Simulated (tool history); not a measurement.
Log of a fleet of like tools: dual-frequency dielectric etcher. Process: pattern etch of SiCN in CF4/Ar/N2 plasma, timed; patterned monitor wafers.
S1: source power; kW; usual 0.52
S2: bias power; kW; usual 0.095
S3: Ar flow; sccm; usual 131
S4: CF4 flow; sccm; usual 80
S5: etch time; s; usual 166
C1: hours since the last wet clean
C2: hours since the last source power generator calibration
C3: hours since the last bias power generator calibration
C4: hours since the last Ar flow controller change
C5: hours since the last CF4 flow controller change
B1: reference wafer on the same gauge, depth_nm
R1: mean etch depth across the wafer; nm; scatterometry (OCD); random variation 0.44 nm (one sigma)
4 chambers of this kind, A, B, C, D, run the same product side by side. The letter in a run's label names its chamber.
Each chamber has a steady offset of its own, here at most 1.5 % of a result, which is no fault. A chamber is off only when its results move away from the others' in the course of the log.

| run | day | S1 | S2 | S3 | S4 | S5 | C1 | C2 | C3 | C4 | C5 | B1 | R1 |
|---|---|---|---|---|---|---|---|---|---|---|---|---|---|
| 1D | 0.292 | 0.52 | 0.095 | 131 | 80 | 166 | 339.2 | 1241.7 | 2172.8 | 1398.5 | 619.6 | 200.94 | 174.62 |
| 2C | 0.492 | 0.52 | 0.095 | 131 | 80 | 166 | 384.4 | 727.4 | 1733.4 | 1353.6 | 4166.1 | 200.89 | 173.91 |
| 3B | 0.771 | 0.52 | 0.095 | 131 | 80 | 166 | 74.5 | 856 | 152.5 | 917.3 | 3691.9 | 201.12 | 175.99 |
| 4A | 1.058 | 0.52 | 0.095 | 131 | 80 | 166 | 167.8 | 1597.5 | 3036 | 2412.6 | 5400.2 | 200.98 | 174.61 |
| 5C | 1.238 | 0.52 | 0.095 | 131 | 80 | 166 | 402.3 | 745.3 | 1751.3 | 1371.5 | 4184 | 200.98 | 173.06 |
| 6B | 1.558 | 0.52 | 0.095 | 131 | 80 | 166 | 93.4 | 874.9 | 171.4 | 936.2 | 3710.8 | 200.99 | 174.68 |
| 7A | 1.804 | 0.52 | 0.095 | 131 | 80 | 166 | 185.7 | 1615.4 | 3053.9 | 2430.5 | 5418.1 | 201.14 | 175.22 |
| 8D | 2.129 | 0.52 | 0.095 | 131 | 80 | 166 | 383.3 | 1285.8 | 2216.9 | 1442.6 | 663.7 | 200.87 | 174.29 |
| 9C | 2.283 | 0.52 | 0.095 | 131 | 80 | 166 | 427.4 | 770.4 | 1776.4 | 1396.6 | 4209.1 | 201.02 | 173.28 |
| 10A | 2.475 | 0.52 | 0.095 | 131 | 80 | 166 | 201.8 | 1631.5 | 3070 | 2446.6 | 5434.2 | 201.05 | 174.69 |
| 11B | 2.825 | 0.52 | 0.095 | 131 | 80 | 214.5 | 123.8 | 905.3 | 201.8 | 966.6 | 3741.2 | 200.99 | 225.38 |
| 12D | 3.062 | 0.52 | 0.095 | 131 | 80 | 214.5 | 405.7 | 1308.2 | 2239.3 | 1465 | 686.1 | 201 | 225.57 |
| 13C | 3.271 | 0.52 | 0.095 | 131 | 80 | 214.5 | 451.1 | 794.1 | 1800.1 | 1420.3 | 4232.8 | 200.89 | 224.24 |
| 14A | 3.529 | 0.52 | 0.095 | 131 | 80 | 214.5 | 227.1 | 1656.8 | 3095.3 | 2471.9 | 5459.5 | 200.97 | 224.92 |
| 15D | 3.783 | 0.52 | 0.095 | 131 | 80 | 166 | 423 | 1325.5 | 2256.6 | 1482.3 | 703.4 | 200.99 | 175.42 |
|  | 3.925 | chamber C: wet clean of the chamber |
| 16B | 4.088 | 0.52 | 0.095 | 131 | 80 | 166 | 154.1 | 935.6 | 232.1 | 996.9 | 3771.5 | 201.08 | 175.38 |
| 17D | 4.383 | 0.52 | 0.095 | 131 | 80 | 166 | 437.4 | 1339.9 | 2271 | 1496.7 | 717.8 | 201.05 | 173.71 |
| 18A | 4.683 | 0.52 | 0.095 | 131 | 80 | 166 | 254.8 | 1684.5 | 3123 | 2499.6 | 5487.2 | 201.01 | 172.65 |
| 19B | 4.862 | 0.52 | 0.095 | 131 | 80 | 166 | 172.7 | 954.2 | 250.7 | 1015.5 | 3790.1 | 200.98 | 175.65 |
| 20C | 5.108 | 0.52 | 0.095 | 131 | 80 | 166 | 28.5 | 838.2 | 1844.2 | 1464.4 | 4276.9 | 200.97 | 173.67 |
|  | 5.267 | chamber C: CF4 flow controller replaced |
| 21B | 5.408 | 0.52 | 0.095 | 131 | 80 | 166 | 185.8 | 967.3 | 263.8 | 1028.6 | 3803.2 | 201.07 | 175.21 |
| 22A | 5.675 | 0.52 | 0.095 | 131 | 80 | 166 | 278.6 | 1708.3 | 3146.8 | 2523.4 | 5511 | 201 | 172.25 |
| 23D | 5.904 | 0.52 | 0.095 | 131 | 80 | 166 | 473.9 | 1376.4 | 2307.5 | 1533.2 | 754.3 | 201.07 | 173.82 |
| 24C | 6.217 | 0.52 | 0.109 | 131 | 80 | 166 | 55.1 | 864.8 | 1870.8 | 1491 | 22.8 | 200.99 | 182.94 |
| 25A | 6.55 | 0.52 | 0.109 | 131 | 80 | 166 | 299.6 | 1729.3 | 3167.8 | 2544.4 | 5532 | 200.98 | 181.27 |
| 26D | 6.842 | 0.52 | 0.109 | 131 | 80 | 166 | 496.4 | 1398.9 | 2330 | 1555.7 | 776.8 | 201.02 | 184.1 |
| 27C | 7.046 | 0.52 | 0.109 | 131 | 80 | 166 | 75 | 884.7 | 1890.7 | 1510.9 | 42.7 | 200.84 | 182.66 |
| 28B | 7.212 | 0.52 | 0.095 | 131 | 80 | 166 | 229.1 | 1010.6 | 307.1 | 1071.9 | 3846.5 | 200.95 | 174.74 |
| 29D | 7.383 | 0.52 | 0.085 | 131 | 80 | 166 | 509.4 | 1411.9 | 2343 | 1568.7 | 789.8 | 201.03 | 167.19 |
| 30C | 7.629 | 0.52 | 0.085 | 131 | 80 | 166 | 89 | 898.7 | 1904.7 | 1524.9 | 56.7 | 201.11 | 166.84 |
| 31A | 7.854 | 0.52 | 0.085 | 131 | 80 | 166 | 330.9 | 1760.6 | 3199.1 | 2575.7 | 5563.3 | 200.91 | 164.92 |
| 32B | 8.021 | 0.52 | 0.085 | 131 | 80 | 166 | 248.5 | 1030 | 326.5 | 1091.3 | 3865.9 | 200.88 | 168.13 |
| 33C | 8.371 | 0.52 | 0.095 | 131 | 80 | 166 | 106.8 | 916.5 | 1922.5 | 1542.7 | 74.5 | 201.06 | 172.22 |
| 34B | 8.592 | 0.52 | 0.095 | 131 | 80 | 166 | 262.2 | 1043.7 | 340.2 | 1105 | 3879.6 | 200.95 | 175 |
| 35A | 8.858 | 0.52 | 0.11 | 103 | 80 | 166 | 355 | 1784.7 | 3223.2 | 2599.8 | 5587.4 | 200.91 | 185.39 |
| 36D | 9.058 | 0.52 | 0.11 | 103 | 80 | 166 | 549.6 | 1452.1 | 2383.2 | 1608.9 | 830 | 201.04 | 190.27 |
| 37D | 9.258 | 0.52 | 0.11 | 103 | 80 | 166 | 554.4 | 1456.9 | 2388 | 1613.7 | 834.8 | 201.01 | 191.12 |
| 38B | 9.567 | 0.52 | 0.11 | 103 | 80 | 166 | 285.6 | 1067.1 | 363.6 | 1128.4 | 3903 | 200.95 | 190.01 |
| 39A | 9.754 | 0.52 | 0.095 | 131 | 80 | 166 | 376.5 | 1806.2 | 3244.7 | 2621.3 | 5608.9 | 201.03 | 169.46 |
| 40C | 9.908 | 0.52 | 0.095 | 131 | 80 | 166 | 143.7 | 953.4 | 1959.4 | 1579.6 | 111.4 | 200.85 | 174.03 |

Next, every chamber runs the same settings. What will each give?
| 41A | 10.162 | 0.52 | 0.095 | 131 | 80 | 140.5 |  |  |  |  |  |  | ? |
| 41B | 10.162 | 0.52 | 0.095 | 131 | 80 | 140.5 |  |  |  |  |  |  | ? |
| 41C | 10.162 | 0.52 | 0.095 | 131 | 80 | 140.5 |  |  |  |  |  |  | ? |
| 41D | 10.162 | 0.52 | 0.095 | 131 | 80 | 140.5 |  |  |  |  |  |  | ? |

| run | R1 |
|---|---|
| 41A | 143.66 |
| 41B | 148.28 |
| 41C | 147.5 |
| 41D | 148.3 |
